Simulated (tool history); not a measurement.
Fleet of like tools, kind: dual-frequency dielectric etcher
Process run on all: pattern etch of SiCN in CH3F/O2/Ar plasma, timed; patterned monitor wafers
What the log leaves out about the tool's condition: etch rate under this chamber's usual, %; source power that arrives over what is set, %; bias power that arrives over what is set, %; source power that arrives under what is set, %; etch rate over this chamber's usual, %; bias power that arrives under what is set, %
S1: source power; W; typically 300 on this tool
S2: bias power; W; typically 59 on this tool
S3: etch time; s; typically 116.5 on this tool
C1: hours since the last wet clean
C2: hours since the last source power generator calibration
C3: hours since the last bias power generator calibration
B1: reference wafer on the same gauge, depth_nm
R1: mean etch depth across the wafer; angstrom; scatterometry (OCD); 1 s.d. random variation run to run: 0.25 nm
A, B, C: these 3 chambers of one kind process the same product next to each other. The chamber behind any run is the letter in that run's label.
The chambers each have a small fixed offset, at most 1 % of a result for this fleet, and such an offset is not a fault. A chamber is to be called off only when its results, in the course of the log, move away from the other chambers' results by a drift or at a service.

run,day,S1,S2,S3,C1,C2,C3,B1,R1
1C,0.183,300,59,116.5,76.4,507.2,873.5,32.689,369.01
2A,0.354,300,59,116.5,272.7,900.2,1078.3,32.681,368.45
3B,0.483,300,59,116.5,385.9,1293.1,1033.1,32.627,365.30
4A,0.612,300,59,116.5,278.9,906.4,1084.5,32.714,363.73
5C,0.792,300,59,116.5,91.0,521.8,888.1,32.633,366.63
6B,0.979,300,59,116.5,397.8,1305.0,1045.0,32.721,363.53
7B,1.096,300,59,116.5,400.6,1307.8,1047.8,32.734,362.58
8A,1.258,300,59,116.5,294.4,921.9,1100.0,32.695,364.62
9C,1.408,300,59,116.5,105.8,536.6,902.9,32.698,374.79
10C,1.575,300,59,116.5,109.8,540.6,906.9,32.687,372.62
# day 1.604: chamber B: wet clean of the chamber
11B,1.788,300,59,116.5,4.4,1324.4,1064.4,32.666,343.98
12A,1.892,230,59,116.5,309.6,937.1,1115.2,32.634,334.27
13B,2.054,230,59,116.5,10.8,1330.8,1070.8,32.626,309.32
14C,2.262,230,59,116.5,126.3,557.1,923.4,32.737,334.79
15A,2.467,300,59,116.5,323.4,950.9,1129.0,32.718,365.61
16A,2.617,300,59,116.5,327.0,954.5,1132.6,32.755,368.17
17B,2.783,300,59,116.5,28.3,1348.3,1088.3,32.737,349.88
18C,2.888,300,59,116.5,141.3,572.1,938.4,32.745,365.75
19C,3.017,340,71,116.5,144.4,575.2,941.5,32.734,406.22
20B,3.229,340,71,116.5,39.0,1359.0,1099.0,32.718,387.68
21A,3.417,340,71,116.5,346.2,973.7,1151.8,32.719,407.96
22B,3.596,300,59,116.5,47.8,1367.8,1107.8,32.743,346.43
23C,3.767,300,59,116.5,162.4,593.2,959.5,32.706,369.25
24A,3.892,300,59,116.5,357.6,985.1,1163.2,32.664,366.00
25C,4.075,300,59,116.5,169.8,600.6,966.9,32.680,370.45
26B,4.175,300,59,116.5,61.7,1381.7,1121.7,32.683,344.03
27A,4.317,300,59,116.5,367.8,995.3,1173.4,32.713,360.69
28C,4.512,300,59,116.5,180.3,611.1,977.4,32.690,366.44
29A,4.708,300,59,116.5,377.2,1004.7,1182.8,32.697,365.46
30B,4.900,230,67,116.5,79.1,1399.1,1139.1,32.673,325.73

Predict what each chamber gives when all 3 of them run the settings below next.
31A,5.067,300,59,116.5,,,,,?
31B,5.067,300,59,116.5,,,,,?
31C,5.067,300,59,116.5,,,,,?

run,R1
31A,368.67
31B,346.38
31C,366.08
